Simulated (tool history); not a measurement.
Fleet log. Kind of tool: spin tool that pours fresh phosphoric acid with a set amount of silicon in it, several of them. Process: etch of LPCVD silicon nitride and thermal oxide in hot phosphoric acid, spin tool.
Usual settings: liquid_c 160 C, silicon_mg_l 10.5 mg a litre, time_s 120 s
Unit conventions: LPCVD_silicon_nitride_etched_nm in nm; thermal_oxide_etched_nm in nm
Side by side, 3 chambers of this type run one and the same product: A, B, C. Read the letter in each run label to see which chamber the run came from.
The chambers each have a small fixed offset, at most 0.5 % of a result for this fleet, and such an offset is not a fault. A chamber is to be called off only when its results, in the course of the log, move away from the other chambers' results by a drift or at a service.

| run | hour | liquid_c | silicon_mg_l | time_s | hours since the thermometer was replaced | hours since the dissolved silicon flow meter was replaced | hours since the heated supply line was repaired | read-back film thickness of the LPCVD silicon nitride reference wafer, read on the same gauge (nm) | read-back film thickness of the thermal oxide reference wafer, read on the same gauge (nm) | LPCVD_silicon_nitride_etched_nm | thermal_oxide_etched_nm |
|---|---|---|---|---|---|---|---|---|---|---|---|
| 1A | 7.5 | 160 | 10.5 | 120 | 505.3 | 56.1 | 2929.1 | 119.97 | 120 | 9.8054 | 0.2541 |
| 2C | 12.6 | 160 | 10.5 | 120 | 713.8 | 1744.6 | 554.4 | 120.01 | 120.02 | 10.035 | 0.27971 |
| 3B | 22.4 | 160 | 10.5 | 120 | 1943.6 | 174.4 | 2018.5 | 120.02 | 120 | 9.952 | 0.28335 |
|  | 24.4 | chamber C: dissolved silicon flow meter replaced |
| 4A | 28.4 | 160 | 10.5 | 120 | 526.2 | 77 | 2950 | 119.96 | 119.99 | 9.8359 | 0.28104 |
| 5B | 37.2 | 160 | 10.5 | 145 | 1958.4 | 189.2 | 2033.3 | 120.02 | 120.02 | 11.856 | 0.28875 |
| 6C | 47 | 160 | 10.5 | 145 | 748.2 | 22.6 | 588.8 | 120.01 | 119.99 | 12.013 | 0.33846 |
| 7C | 52.2 | 160 | 10.5 | 145 | 753.4 | 27.8 | 594 | 120.01 | 120 | 11.943 | 0.34089 |
| 8B | 59 | 160 | 10.5 | 120 | 1980.2 | 211 | 2055.1 | 120.03 | 120.01 | 9.7235 | 0.30693 |
|  | 60.5 | chamber B: thermometer replaced |
| 9A | 67.5 | 160 | 10.5 | 120 | 565.3 | 116.1 | 2989.1 | 119.94 | 120 | 9.722 | 0.27409 |
| 10B | 78.1 | 160 | 10.5 | 120 | 17.7 | 230.1 | 2074.2 | 119.98 | 120.01 | 9.8466 | 0.24569 |
| 11C | 84.7 | 160 | 3 | 120 | 785.9 | 60.3 | 626.5 | 119.97 | 120 | 9.8 | 0.31492 |
| 12A | 89.6 | 160 | 3 | 120 | 587.4 | 138.2 | 3011.2 | 120 | 120 | 9.5324 | 0.32852 |
| 13B | 100 | 160 | 3 | 120 | 39.6 | 252 | 2096.1 | 120.03 | 119.99 | 9.8576 | 0.30134 |
| 14C | 106 | 160 | 10.5 | 120 | 807.2 | 81.6 | 647.8 | 120.06 | 120.03 | 9.7436 | 0.29688 |
| 15A | 111 | 160 | 10.5 | 120 | 608.8 | 159.6 | 3032.6 | 120.04 | 120.02 | 9.7775 | 0.28344 |
| 16A | 115.8 | 160 | 10.5 | 120 | 613.6 | 164.4 | 3037.4 | 120.03 | 120.02 | 9.947 | 0.25885 |
| 17C | 123.8 | 160 | 10.5 | 120 | 825 | 99.4 | 665.6 | 119.99 | 120.02 | 9.5031 | 0.26383 |
| 18B | 129.8 | 160 | 5.5 | 55 | 69.4 | 281.8 | 2125.9 | 120 | 120.01 | 4.4731 | 0.17165 |
| 19B | 136.4 | 160 | 5.5 | 55 | 76 | 288.4 | 2132.5 | 119.97 | 120.01 | 4.5458 | 0.14704 |
| 20A | 142.1 | 160 | 5.5 | 55 | 639.9 | 190.7 | 3063.7 | 120.02 | 120.03 | 4.5518 | 0.14846 |
| 21C | 149.4 | 159 | 10.5 | 120 | 850.6 | 125 | 691.2 | 120.02 | 120.03 | 9.0348 | 0.26717 |
| 22B | 156.9 | 159 | 10.5 | 120 | 96.5 | 308.9 | 2153 | 120 | 120 | 9.5472 | 0.21693 |
| 23C | 168.1 | 159 | 10.5 | 120 | 869.3 | 143.7 | 709.9 | 120 | 120 | 8.9339 | 0.24348 |
| 24A | 173 | 160 | 10.5 | 90 | 670.8 | 221.6 | 3094.6 | 119.99 | 120.01 | 7.4431 | 0.20102 |
| 25C | 183.4 | 160 | 10.5 | 90 | 884.6 | 159 | 725.2 | 120.01 | 119.99 | 6.9813 | 0.16757 |

Which is it: a chamber that has drifted or been left off by a service, a gauge drift common to all chambers, or only each chamber's usual small offset? If a chamber is off, name it and its likeliest cause.

One chamber, C, drifts off from the rest bit by bit.
Cause: temperature lost on the way to the wafer (K) = 1.92.
From this log alone, it may not be told apart from: liquid colder than its thermometer reads (K).

Here are 4 candidates for chamber C's next run, each the usual settings with a change, their results left as question marks. Which one brings its results back in line with what the others give on the usual settings?
In line means no further than this from the other chambers' mean on the usual settings: LPCVD_silicon_nitride_etched_nm 0.31 nm; thermal_oxide_etched_nm 0.086 nm
| 26C-1 | 191.4 | 159.5 | 13 | 115 |  |  |  |  |  | ? | ? |
| 26C-2 | 191.4 | 160.5 | 8 | 125 |  |  |  |  |  | ? | ? |
| 26C-3 | 191.4 | 159 | 15.5 | 110 |  |  |  |  |  | ? | ? |
| 26C-4 | 191.4 | 161.5 | 5 | 130 |  |  |  |  |  | ? | ? |

On the usual settings, the other chambers give on average: LPCVD_silicon_nitride_etched_nm 9.8042 nm; thermal_oxide_etched_nm 0.27775 nm
| run | LPCVD_silicon_nitride_etched_nm | thermal_oxide_etched_nm |
|---|---|---|
| 26C-1 | 8.7153 | 0.20699 |
| 26C-2 | 9.7963 | 0.27112 |
| 26C-3 | 8.1958 | 0.1789 |
| 26C-4 | 10.534 | 0.32354 |
26C-2 brings the chamber back in line.

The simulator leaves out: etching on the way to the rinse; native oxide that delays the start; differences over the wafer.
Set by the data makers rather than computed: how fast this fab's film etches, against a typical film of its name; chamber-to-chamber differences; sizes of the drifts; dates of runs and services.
